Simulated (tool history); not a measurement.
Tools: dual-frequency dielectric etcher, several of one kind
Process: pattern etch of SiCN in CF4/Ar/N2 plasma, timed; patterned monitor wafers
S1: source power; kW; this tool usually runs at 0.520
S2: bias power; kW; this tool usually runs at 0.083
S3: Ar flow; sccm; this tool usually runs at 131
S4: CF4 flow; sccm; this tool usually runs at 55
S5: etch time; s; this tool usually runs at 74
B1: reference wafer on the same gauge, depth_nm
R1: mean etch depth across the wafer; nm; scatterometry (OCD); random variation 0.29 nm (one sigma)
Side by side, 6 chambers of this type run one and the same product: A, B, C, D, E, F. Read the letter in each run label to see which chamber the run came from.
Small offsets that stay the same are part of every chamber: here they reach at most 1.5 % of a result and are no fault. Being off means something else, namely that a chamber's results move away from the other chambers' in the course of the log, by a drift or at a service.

run 1B hour=12.1 | S1=0.520 S2=0.083 S3=131 S4=55 S5=74 | B1=77.834 | R1=70.107
-- hour=16.1 chamber A: wet clean of the chamber
run 2D hour=19.9 | S1=0.520 S2=0.083 S3=131 S4=55 S5=74 | B1=77.820 | R1=70.250
run 3C hour=28.7 | S1=0.520 S2=0.083 S3=131 S4=55 S5=74 | B1=77.938 | R1=70.081
-- hour=33.3 chamber F: wet clean of the chamber
run 4A hour=39.4 | S1=0.520 S2=0.083 S3=131 S4=55 S5=74 | B1=77.918 | R1=69.733
run 5F hour=48.3 | S1=0.520 S2=0.083 S3=131 S4=55 S5=74 | B1=77.874 | R1=70.044
-- hour=54.4 chamber E: CF4 flow controller replaced
run 6E hour=58.1 | S1=0.520 S2=0.083 S3=131 S4=55 S5=74 | B1=78.021 | R1=71.111
run 7A hour=64.1 | S1=0.520 S2=0.083 S3=131 S4=55 S5=74 | B1=77.867 | R1=70.107
run 8C hour=69.6 | S1=0.520 S2=0.083 S3=131 S4=55 S5=74 | B1=77.869 | R1=70.388
run 9E hour=80.8 | S1=0.600 S2=0.083 S3=131 S4=55 S5=74 | B1=77.898 | R1=80.756
run 10D hour=89.5 | S1=0.600 S2=0.083 S3=131 S4=55 S5=74 | B1=77.925 | R1=79.236
run 11F hour=98.4 | S1=0.600 S2=0.083 S3=131 S4=55 S5=74 | B1=77.866 | R1=79.287
run 12B hour=105.5 | S1=0.600 S2=0.083 S3=131 S4=55 S5=74 | B1=77.880 | R1=79.887
run 13B hour=114.9 | S1=0.600 S2=0.083 S3=131 S4=55 S5=74 | B1=77.865 | R1=79.405
run 14C hour=123.3 | S1=0.600 S2=0.083 S3=131 S4=55 S5=74 | B1=77.906 | R1=79.100
run 15F hour=131.4 | S1=0.520 S2=0.083 S3=131 S4=55 S5=74 | B1=77.905 | R1=69.756
run 16A hour=136.8 | S1=0.520 S2=0.083 S3=131 S4=55 S5=74 | B1=77.791 | R1=70.050
run 17D hour=148.2 | S1=0.520 S2=0.083 S3=131 S4=55 S5=74 | B1=77.876 | R1=70.610
run 18E hour=157.4 | S1=0.520 S2=0.083 S3=131 S4=55 S5=74 | B1=77.845 | R1=71.117
run 19A hour=164.1 | S1=0.520 S2=0.083 S3=131 S4=55 S5=74 | B1=77.898 | R1=70.389
run 20E hour=170.0 | S1=0.520 S2=0.083 S3=131 S4=55 S5=74 | B1=77.818 | R1=71.120
run 21F hour=176.8 | S1=0.520 S2=0.083 S3=131 S4=55 S5=74 | B1=77.900 | R1=69.797
run 22B hour=182.8 | S1=0.520 S2=0.083 S3=131 S4=55 S5=74 | B1=77.915 | R1=70.234
run 23D hour=190.5 | S1=0.520 S2=0.083 S3=131 S4=55 S5=74 | B1=77.875 | R1=70.304
run 24C hour=200.9 | S1=0.520 S2=0.083 S3=131 S4=55 S5=74 | B1=77.892 | R1=70.197
-- hour=207.5 chamber C: wet clean of the chamber
run 25B hour=212.9 | S1=0.520 S2=0.083 S3=131 S4=55 S5=74 | B1=77.952 | R1=69.977
run 26C hour=220.6 | S1=0.520 S2=0.083 S3=131 S4=55 S5=74 | B1=77.837 | R1=73.131
run 27A hour=231.2 | S1=0.520 S2=0.083 S3=131 S4=55 S5=74 | B1=77.831 | R1=70.037
run 28D hour=241.0 | S1=0.520 S2=0.083 S3=131 S4=55 S5=74 | B1=77.943 | R1=70.495
run 29F hour=248.7 | S1=0.520 S2=0.095 S3=121 S4=55 S5=74 | B1=77.876 | R1=74.673
run 30E hour=259.7 | S1=0.520 S2=0.095 S3=121 S4=55 S5=74 | B1=77.913 | R1=75.410
run 31A hour=269.0 | S1=0.520 S2=0.095 S3=121 S4=55 S5=74 | B1=77.870 | R1=74.706
run 32B hour=278.9 | S1=0.520 S2=0.095 S3=121 S4=55 S5=74 | B1=77.891 | R1=75.097
-- hour=288.4 chamber E: wet clean of the chamber
run 33C hour=290.3 | S1=0.520 S2=0.095 S3=121 S4=55 S5=74 | B1=77.868 | R1=76.834
run 34E hour=298.4 | S1=0.520 S2=0.095 S3=121 S4=55 S5=74 | B1=77.882 | R1=75.799
-- hour=302.2 chamber F: CF4 flow controller replaced
run 35D hour=310.4 | S1=0.520 S2=0.083 S3=131 S4=55 S5=74 | B1=77.893 | R1=70.700
run 36F hour=321.7 | S1=0.520 S2=0.083 S3=131 S4=55 S5=74 | B1=77.942 | R1=69.514
run 37F hour=331.3 | S1=0.520 S2=0.083 S3=131 S4=64 S5=60 | B1=77.907 | R1=57.691
-- hour=338.0 chamber B: bias power generator calibrated
run 38C hour=342.5 | S1=0.520 S2=0.083 S3=131 S4=64 S5=60 | B1=77.948 | R1=60.905
run 39E hour=348.2 | S1=0.520 S2=0.083 S3=131 S4=64 S5=60 | B1=77.947 | R1=58.564
run 40B hour=356.9 | S1=0.520 S2=0.083 S3=131 S4=64 S5=60 | B1=77.881 | R1=58.054
run 41D hour=367.6 | S1=0.520 S2=0.083 S3=131 S4=64 S5=60 | B1=77.878 | R1=58.577

Read the log: is a single chamber off, either drifting away or since a service, is the gauge that measures every chamber drifting, or is nothing wrong beyond small per-chamber offsets? Name any odd chamber and what most likely caused it.

The work done on chamber C during a service left it standing apart from the others.
What lies behind it: etch rate over this chamber's usual, % = 3.85.

Chamber C could run next with any of the 4 candidate recipes listed below; each alters the usual settings, and their results appear as question marks. Which one brings its results back in line with what the other chambers deliver on the usual settings?
Maximum distance from the other chambers' mean on the usual settings for a result to count as in line: R1 1.000 nm
run 42C-1 hour=376.4 | S1=0.520 S2=0.083 S3=131 S4=55 S5=69.5 | R1=?
run 42C-2 hour=376.4 | S1=0.520 S2=0.093 S3=125 S4=58 S5=74.0 | R1=?
run 42C-3 hour=376.4 | S1=0.510 S2=0.083 S3=131 S4=55 S5=72.5 | R1=?
run 42C-4 hour=376.4 | S1=0.530 S2=0.083 S3=131 S4=55 S5=75.5 | R1=?

The other chambers' mean on the usual settings: R1 70.297 nm
run=42C-1 R1=68.252
run=42C-2 R1=77.046
run=42C-3 R1=69.998
run=42C-4 R1=75.391
The answer is 42C-3, which returns the chamber to within the allowed miss of the others.
